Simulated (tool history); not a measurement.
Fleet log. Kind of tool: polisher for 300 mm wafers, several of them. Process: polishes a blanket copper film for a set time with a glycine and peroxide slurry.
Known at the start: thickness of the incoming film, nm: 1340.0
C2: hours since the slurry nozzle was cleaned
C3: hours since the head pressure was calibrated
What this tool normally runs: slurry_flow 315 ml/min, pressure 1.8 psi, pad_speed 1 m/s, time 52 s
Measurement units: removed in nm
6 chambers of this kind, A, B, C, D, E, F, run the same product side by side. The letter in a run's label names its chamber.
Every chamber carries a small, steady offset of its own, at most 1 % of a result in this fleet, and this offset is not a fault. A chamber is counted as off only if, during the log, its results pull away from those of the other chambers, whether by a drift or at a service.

At hour 3.8: chamber A: worn pad replaced by a new one.
Run 1E, hour 8.3: usual settings; wafers polished on this pad 1276; C2 413.2; C3 1150.3. Result: removed 172.69 nm.
At hour 9.8: chamber E: worn pad replaced by a new one.
At hour 12.9: chamber D: worn pad replaced by a new one.
Run 2D, hour 13.4: usual settings; wafers polished on this pad 6; C2 168.6; C3 1105.4. Result: removed 171.7 nm.
Run 3B, hour 22.2: usual settings; wafers polished on this pad 1030; C2 443.1; C3 336.1. Result: removed 168.61 nm.
Run 4C, hour 26.7: usual settings; wafers polished on this pad 419; C2 267; C3 231.4. Result: removed 174.9 nm.
Run 5A, hour 35.5: usual settings; wafers polished on this pad 402; C2 60.6; C3 1057.6. Result: removed 176.03 nm.
At hour 37.6: chamber B: worn pad replaced by a new one.
Run 6F, hour 41.1: usual settings; wafers polished on this pad 1115; C2 673.9; C3 473.1. Result: removed 170.79 nm.
At hour 42.1: chamber C: worn pad replaced by a new one.
Run 7A, hour 49.4: usual settings; wafers polished on this pad 578; C2 74.5; C3 1071.5. Result: removed 174.52 nm.
At hour 50.2: chamber A: head pressure recalibrated.
At hour 52.5: chamber A: worn pad replaced by a new one.
At hour 57.5: chamber F: worn pad replaced by a new one.
Run 8B, hour 57.9: usual settings; wafers polished on this pad 258; C2 478.8; C3 371.8. Result: removed 170.88 nm.
Run 9C, hour 61.9: usual settings; wafers polished on this pad 251; C2 302.2; C3 266.6. Result: removed 173.54 nm.
Run 10E, hour 68.7: usual settings; wafers polished on this pad 747; C2 473.6; C3 1210.7. Result: removed 171.34 nm.
At hour 68.8: chamber D: worn pad replaced by a new one.
Run 11D, hour 74.5: usual settings; wafers polished on this pad 73; C2 229.7; C3 1166.5. Result: removed 172.46 nm.
Run 12F, hour 79.1: usual settings; wafers polished on this pad 274; C2 711.9; C3 511.1. Result: removed 172.21 nm.
Run 13F, hour 83.4: usual settings; wafers polished on this pad 328; C2 716.2; C3 515.4. Result: removed 173.58 nm.
At hour 87.6: chamber C: worn pad replaced by a new one.
Run 14E, hour 90.6: usual settings; wafers polished on this pad 1025; C2 495.5; C3 1232.6. Result: removed 172.17 nm.
Run 15A, hour 98.8: usual settings but slurry_flow 275 ml/min; wafers polished on this pad 587; C2 123.9; C3 48.6. Result: removed 170.32 nm.
At hour 100.6: chamber E: worn pad replaced by a new one.
At hour 103.5: chamber A: worn pad replaced by a new one.
Run 16C, hour 104.1: usual settings but slurry_flow 275 ml/min; wafers polished on this pad 209; C2 344.4; C3 308.8. Result: removed 171.71 nm.
Run 17B, hour 108.4: usual settings but slurry_flow 275 ml/min; wafers polished on this pad 898; C2 529.3; C3 422.3. Result: removed 170.75 nm.
Run 18D, hour 116.3: usual settings but slurry_flow 275 ml/min; wafers polished on this pad 603; C2 271.5; C3 1208.3. Result: removed 171.1 nm.
Run 19C, hour 121.8: usual settings but slurry_flow 275 ml/min; wafers polished on this pad 433; C2 362.1; C3 326.5. Result: removed 169.83 nm.
At hour 122.3: chamber D: worn pad replaced by a new one.
Run 20E, hour 126.7: usual settings but slurry_flow 275 ml/min; wafers polished on this pad 331; C2 531.6; C3 1268.7. Result: removed 169.77 nm.
Run 21A, hour 131.9: usual settings; wafers polished on this pad 361; C2 157; C3 81.7. Result: removed 174.52 nm.
At hour 134.5: chamber B: worn pad replaced by a new one.
Run 22B, hour 137.9: usual settings; wafers polished on this pad 43; C2 558.8; C3 451.8. Result: removed 171.85 nm.
At hour 140.5: chamber C: worn pad replaced by a new one.
Run 23D, hour 143.3: usual settings; wafers polished on this pad 267; C2 298.5; C3 1235.3. Result: removed 172.27 nm.
At hour 145.6: chamber B: slurry nozzle cleaned.
At hour 147.3: chamber A: worn pad replaced by a new one.
Run 24F, hour 148.1: usual settings; wafers polished on this pad 1149; C2 780.9; C3 580.1. Result: removed 173.11 nm.
Run 25E, hour 152.2: usual settings; wafers polished on this pad 654; C2 557.1; C3 1294.2. Result: removed 171.77 nm.
Run 26B, hour 156: usual settings; wafers polished on this pad 273; C2 10.5; C3 469.9. Result: removed 172.64 nm.
At hour 157.2: chamber F: worn pad replaced by a new one.
At hour 158.9: chamber D: head pressure recalibrated.
Run 27D, hour 161.6: usual settings; wafers polished on this pad 499; C2 316.8; C3 2.8. Result: removed 188.76 nm.
Run 28A, hour 168.7: usual settings; wafers polished on this pad 272; C2 193.8; C3 118.5. Result: removed 172.71 nm.
Run 29F, hour 173.6: usual settings; wafers polished on this pad 208; C2 806.4; C3 605.6. Result: removed 173.47 nm.
At hour 177.4: chamber D: worn pad replaced by a new one.
Run 30C, hour 178.2: usual settings; wafers polished on this pad 478; C2 418.5; C3 382.9. Result: removed 171.43 nm.
At hour 183.9: chamber C: worn pad replaced by a new one.
Run 31C, hour 186: usual settings but time 41 s; wafers polished on this pad 27; C2 426.3; C3 390.7. Result: removed 136.96 nm.
At hour 191.5: chamber A: worn pad replaced by a new one.
Run 32B, hour 192.7: usual settings but time 41 s; wafers polished on this pad 738; C2 47.2; C3 506.6. Result: removed 137.19 nm.
Run 33D, hour 197.8: usual settings but time 41 s; wafers polished on this pad 258; C2 353; C3 39. Result: removed 146.69 nm.
Run 34F, hour 202.8: usual settings but time 41 s; wafers polished on this pad 578; C2 835.6; C3 634.8. Result: removed 138.46 nm.
At hour 204.8: chamber E: worn pad replaced by a new one.
Run 35A, hour 210.3: usual settings but time 41 s; wafers polished on this pad 239; C2 235.4; C3 160.1. Result: removed 136.58 nm.
Run 36E, hour 217.5: usual settings but time 41 s; wafers polished on this pad 162; C2 622.4; C3 1359.5. Result: removed 138.75 nm.
Run 37E, hour 221.7: usual settings; wafers polished on this pad 215; C2 626.6; C3 1363.7. Result: removed 172.62 nm.
At hour 223.2: chamber D: worn pad replaced by a new one.
Run 38A, hour 225.7: usual settings; wafers polished on this pad 434; C2 250.8; C3 175.5. Result: removed 174.83 nm.
At hour 226.4: chamber F: slurry nozzle cleaned.
Run 39D, hour 231.1: usual settings; wafers polished on this pad 101; C2 386.3; C3 72.3. Result: removed 187.36 nm.
Run 40B, hour 238.3: usual settings; wafers polished on this pad 1316; C2 92.8; C3 552.2. Result: removed 172.45 nm.
Run 41F, hour 246.1: usual settings; wafers polished on this pad 1128; C2 19.8; C3 678.1. Result: removed 173.81 nm.

Decide between three cases: one chamber stands off from its peers, the gauge reading all wafers drifts, or nothing is wrong past each chamber's small offset. Where a chamber is off, say which and what most likely put it there.

Chamber D has stood off from the others ever since a service on it.
Most likely cause: head's pressure above its setpoint, % = 11.

Which of the 4 candidates below, each the usual settings with something changed and its results left as question marks, puts chamber D back in line with what the other chambers give on the usual settings?
In-line tolerance around the mean of the other chambers on the usual settings: removed 5.3 nm
Run 42D-1, hour 252.4: usual settings but pressure 1.7 psi, pad_speed 0.96 m/s. Result: removed ?.
Run 42D-2, hour 252.4: usual settings but pressure 1.9 psi, pad_speed 1.04 m/s. Result: removed ?.
Run 42D-3, hour 252.4: usual settings but pressure 1.9 psi, time 57 s. Result: removed ?.
Run 42D-4, hour 252.4: usual settings but slurry_flow 310 ml/min, pressure 1.7 psi, pad_speed 0.9 m/s. Result: removed ?.

What the other chambers average on the usual settings: removed 173.02 nm
  run  removed
42D-1   171.99
42D-2   199.71
42D-3   212.19
42D-4   163.55
Change 42D-1 lands the chamber within the allowed miss of the other chambers.

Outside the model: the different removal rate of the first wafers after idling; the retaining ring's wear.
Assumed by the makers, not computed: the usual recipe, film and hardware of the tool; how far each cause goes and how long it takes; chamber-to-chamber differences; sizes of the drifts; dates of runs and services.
